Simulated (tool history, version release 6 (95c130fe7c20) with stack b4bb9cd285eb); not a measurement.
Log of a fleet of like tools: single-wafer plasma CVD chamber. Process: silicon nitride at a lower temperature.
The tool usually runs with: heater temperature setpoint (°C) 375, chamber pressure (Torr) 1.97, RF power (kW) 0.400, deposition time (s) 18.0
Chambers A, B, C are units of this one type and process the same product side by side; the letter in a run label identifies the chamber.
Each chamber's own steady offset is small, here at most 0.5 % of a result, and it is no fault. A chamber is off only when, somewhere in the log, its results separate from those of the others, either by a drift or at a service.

run	day	heater temperature setpoint (°C)	chamber pressure (Torr)	RF power (kW)	deposition time (s)	read-back reference wafer on the same gauge, thickness_nm	mean film thickness on the monitor wafer (nm)
1A	0.325	375	1.97	0.400	18.0	31.783	26.778
2C	0.775	375	1.97	0.400	18.0	31.809	26.714
3B	1.183	375	1.97	0.400	18.0	31.805	26.744
4B	1.462	375	1.97	0.400	18.0	31.799	26.834
5C	1.975	375	1.97	0.400	18.0	31.831	26.732
6A	2.488	375	1.97	0.400	18.0	31.793	26.678
7B	2.871	375	1.97	0.400	18.0	31.794	26.804
8C	3.188	375	1.97	0.400	18.0	31.812	26.781
9A	3.521	386	1.97	0.400	14.5	31.808	21.439
10A	3.975	386	1.97	0.400	14.5	31.801	21.438
11B	4.488	386	1.97	0.400	14.5	31.823	21.403
12C	4.850	375	1.97	0.470	15.3	31.796	25.127
13C	5.283	375	1.97	0.470	15.3	31.805	25.079
14A	5.796	375	1.97	0.470	15.3	31.777	25.030
15B	6.042	375	1.97	0.400	18.0	31.786	26.739
16A	6.454	375	1.97	0.400	18.0	31.791	26.706
17B	6.933	375	1.97	0.400	18.0	31.800	26.641
18C	7.329	375	1.97	0.400	18.0	31.787	26.574
19C	7.829	375	1.97	0.400	18.0	31.805	26.737
20A	8.183	375	1.97	0.400	18.0	31.794	26.621
# day 8.325: chamber A: capacitance manometer re-zeroed and calibrated
21B	8.454	375	1.63	0.330	18.0	31.798	22.544
22C	8.967	375	1.63	0.330	18.0	31.794	22.312
23B	9.379	375	1.63	0.330	18.0	31.794	22.496
24A	9.679	375	1.97	0.355	15.7	31.807	21.265
25B	10.050	375	1.97	0.355	15.7	31.828	21.771
26C	10.525	375	1.97	0.355	15.7	31.807	21.521
27A	10.992	375	1.97	0.400	18.0	31.804	26.210
28B	11.312	375	1.97	0.400	18.0	31.813	26.819
29A	11.550	375	1.97	0.400	18.0	31.799	26.195
30C	12.038	375	1.97	0.400	18.0	31.804	26.622
31A	12.333	375	1.97	0.400	18.0	31.794	26.267
32B	12.567	375	1.97	0.400	18.0	31.793	26.865
33C	12.838	375	1.97	0.400	18.0	31.805	26.739
34B	13.350	375	1.97	0.400	18.0	31.799	26.721
35C	13.742	375	1.97	0.400	18.0	31.797	26.665
36A	14.058	375	1.97	0.400	18.0	31.810	26.165
37C	14.383	375	1.97	0.400	18.0	31.790	26.684
38A	14.688	375	1.97	0.400	18.0	31.797	26.270
39B	14.983	375	1.97	0.400	18.0	31.812	26.767
# day 15.188: chamber C: thermocouple changed; heater temperature recalibrated
40C	15.438	375	1.97	0.400	18.0	31.781	26.636
41B	15.888	375	1.68	0.400	16.9	31.808	24.034
42A	16.138	375	1.68	0.400	16.9	31.810	23.586

Does one chamber stand apart from the rest, does the shared gauge drift, or is all well apart from small per-chamber offsets? Give the chamber and the most likely cause, where there is one.

Chamber A came out of a service off from its peers and stayed that way.
What lies behind it: true pressure below the setpoint (%) = 6.06.

Which of the 4 candidates below, each the usual settings with something changed and its results left as question marks, puts chamber A back in line with what the other chambers give on the usual settings?
To be in line, a result may differ from the other chambers' mean on the usual settings by at most: mean film thickness on the monitor wafer (nm) 0.260
43A-1	16.517	375	1.97	0.405	18.5		?
43A-2	16.517	375	2.09	0.400	18.0		?
43A-3	16.517	375	1.95	0.395	17.6		?
43A-4	16.517	375	1.97	0.400	17.7		?

Other chambers, usual settings, mean: mean film thickness on the monitor wafer (nm) 26.689
run	mean film thickness on the monitor wafer (nm)
43A-1	27.200
43A-2	26.690
43A-3	25.431
43A-4	25.836
With 43A-2, the chamber falls back in line with the rest.
